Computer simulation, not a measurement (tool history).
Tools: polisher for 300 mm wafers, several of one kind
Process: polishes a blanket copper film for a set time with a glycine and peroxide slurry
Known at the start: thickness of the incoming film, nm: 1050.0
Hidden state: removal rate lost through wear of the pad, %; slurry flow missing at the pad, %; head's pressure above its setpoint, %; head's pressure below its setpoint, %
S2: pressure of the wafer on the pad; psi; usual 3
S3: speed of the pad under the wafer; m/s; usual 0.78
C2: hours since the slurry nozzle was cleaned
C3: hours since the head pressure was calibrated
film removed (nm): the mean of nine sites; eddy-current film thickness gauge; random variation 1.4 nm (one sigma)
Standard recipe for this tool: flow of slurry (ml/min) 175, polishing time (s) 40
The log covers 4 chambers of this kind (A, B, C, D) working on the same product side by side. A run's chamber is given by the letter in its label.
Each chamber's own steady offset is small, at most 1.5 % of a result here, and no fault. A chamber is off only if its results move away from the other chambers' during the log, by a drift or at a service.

Run 1C, hour 7.9: usual settings; wafers polished on this pad 883; C2 184.1; C3 169.8. Result: film removed (nm) 172.47.
At hour 16.5: chamber A: slurry nozzle cleaned.
Run 2A, hour 16.6: usual settings; wafers polished on this pad 718; C2 0.1; C3 29. Result: film removed (nm) 171.01.
At hour 20.1: chamber C: worn pad replaced by a new one.
At hour 22.2: chamber A: worn pad replaced by a new one.
At hour 23.3: chamber B: worn pad replaced by a new one.
Run 3D, hour 26.7: usual settings; wafers polished on this pad 571; C2 189.7; C3 631.8. Result: film removed (nm) 175.24.
Run 4B, hour 33.5: usual settings; wafers polished on this pad 123; C2 527.6; C3 1054.1. Result: film removed (nm) 171.5.
Run 5A, hour 44.1: usual settings; wafers polished on this pad 265; C2 27.6; C3 56.5. Result: film removed (nm) 170.29.
Run 6C, hour 58.7: usual settings; wafers polished on this pad 466; C2 234.9; C3 220.6. Result: film removed (nm) 174.53.
At hour 71.6: chamber C: slurry nozzle cleaned.
Run 7B, hour 72.5: usual settings; wafers polished on this pad 594; C2 566.6; C3 1093.1. Result: film removed (nm) 171.62.
At hour 84.5: chamber D: worn pad replaced by a new one.
Run 8D, hour 84.9: usual settings; wafers polished on this pad 5; C2 247.9; C3 690. Result: film removed (nm) 176.18.
At hour 91.3: chamber B: head pressure recalibrated.
At hour 93.8: chamber A: worn pad replaced by a new one.
Run 9A, hour 95.8: usual settings; wafers polished on this pad 24; C2 79.3; C3 108.2. Result: film removed (nm) 169.74.
At hour 96.2: chamber C: worn pad replaced by a new one.
At hour 99: chamber B: worn pad replaced by a new one.
Run 10C, hour 107.6: usual settings; wafers polished on this pad 138; C2 36; C3 269.5. Result: film removed (nm) 170.41.
Run 11B, hour 123: usual settings; wafers polished on this pad 291; C2 617.1; C3 31.7. Result: film removed (nm) 171.35.
Run 12D, hour 135.4: usual settings; wafers polished on this pad 615; C2 298.4; C3 740.5. Result: film removed (nm) 173.49.
Run 13B, hour 148.1: usual settings; wafers polished on this pad 594; C2 642.2; C3 56.8. Result: film removed (nm) 170.84.
At hour 152: chamber C: head pressure recalibrated.
At hour 153.3: chamber B: slurry nozzle cleaned.
Run 14C, hour 155.2: usual settings; wafers polished on this pad 714; C2 83.6; C3 3.2. Result: film removed (nm) 172.19.
Run 15A, hour 164.2: usual settings; wafers polished on this pad 851; C2 147.7; C3 176.6. Result: film removed (nm) 171.37.
At hour 170.9: chamber B: worn pad replaced by a new one.
At hour 176.1: chamber A: worn pad replaced by a new one.
Run 16D, hour 177: usual settings; wafers polished on this pad 1118; C2 340; C3 782.1. Result: film removed (nm) 173.91.
At hour 178: chamber C: worn pad replaced by a new one.
At hour 183.2: chamber D: worn pad replaced by a new one.
Run 17D, hour 188.5: usual settings; wafers polished on this pad 64; C2 351.5; C3 793.6. Result: film removed (nm) 174.11.
Run 18C, hour 196.7: usual settings; wafers polished on this pad 226; C2 125.1; C3 44.7. Result: film removed (nm) 170.02.
Run 19A, hour 211.8: usual settings; wafers polished on this pad 431; C2 195.3; C3 224.2. Result: film removed (nm) 171.21.
At hour 225.5: chamber A: slurry nozzle cleaned.
Run 20B, hour 225.8: usual settings; wafers polished on this pad 664; C2 72.6; C3 134.5. Result: film removed (nm) 171.31.
At hour 228.1: chamber D: head pressure recalibrated.
Run 21B, hour 237: usual settings; wafers polished on this pad 799; C2 83.8; C3 145.7. Result: film removed (nm) 170.95.
At hour 237.8: chamber B: worn pad replaced by a new one.
At hour 241: chamber A: worn pad replaced by a new one.
Run 22A, hour 248.7: usual settings; wafers polished on this pad 93; C2 23.2; C3 261.1. Result: film removed (nm) 168.71.
At hour 256.2: chamber C: worn pad replaced by a new one.
Run 23D, hour 262.1: usual settings; wafers polished on this pad 953; C2 425.1; C3 34.1. Result: film removed (nm) 183.71.
Run 24C, hour 270.1: usual settings; wafers polished on this pad 168; C2 198.5; C3 118.1. Result: film removed (nm) 170.96.
Run 25C, hour 285.5: usual settings but flow of slurry (ml/min) 115, S2 2.4 psi; wafers polished on this pad 354; C2 213.9; C3 133.5. Result: film removed (nm) 133.05.
At hour 289.4: chamber D: slurry nozzle cleaned.
Run 26A, hour 293.4: usual settings but flow of slurry (ml/min) 115, S2 2.4 psi; wafers polished on this pad 633; C2 67.9; C3 305.8. Result: film removed (nm) 132.53.
At hour 304.5: chamber D: worn pad replaced by a new one.
Run 27D, hour 305.1: usual settings but flow of slurry (ml/min) 115, S2 2.4 psi; wafers polished on this pad 7; C2 15.7; C3 77.1. Result: film removed (nm) 145.29.
At hour 312.6: chamber A: worn pad replaced by a new one.
At hour 312.7: chamber B: worn pad replaced by a new one.
Run 28B, hour 313.5: usual settings but flow of slurry (ml/min) 115, S2 2.4 psi; wafers polished on this pad 10; C2 160.3; C3 222.2. Result: film removed (nm) 132.42.
Run 29D, hour 327.1: usual settings; wafers polished on this pad 273; C2 37.7; C3 99.1. Result: film removed (nm) 185.43.
At hour 331: chamber C: worn pad replaced by a new one.
Run 30C, hour 339: usual settings; wafers polished on this pad 96; C2 267.4; C3 187. Result: film removed (nm) 171.72.
Run 31B, hour 351.6: usual settings; wafers polished on this pad 470; C2 198.4; C3 260.3. Result: film removed (nm) 174.06.
Run 32A, hour 358.9: usual settings; wafers polished on this pad 560; C2 133.4; C3 371.3. Result: film removed (nm) 168.13.
Run 33D, hour 366.8: usual settings; wafers polished on this pad 753; C2 77.4; C3 138.8. Result: film removed (nm) 186.69.
Run 34A, hour 379.6: usual settings; wafers polished on this pad 810; C2 154.1; C3 392. Result: film removed (nm) 170.46.

All 4 chambers run these settings next. Forecast each chamber's results:
Run 35A, hour 390.7: usual settings but flow of slurry (ml/min) 200. Result: film removed (nm) ?.
Run 35B, hour 390.7: usual settings but flow of slurry (ml/min) 200. Result: film removed (nm) ?.
Run 35C, hour 390.7: usual settings but flow of slurry (ml/min) 200. Result: film removed (nm) ?.
Run 35D, hour 390.7: usual settings but flow of slurry (ml/min) 200. Result: film removed (nm) ?.

run  film removed (nm)
35A             174.97
35B             173.32
35C             175.01
35D             191.54
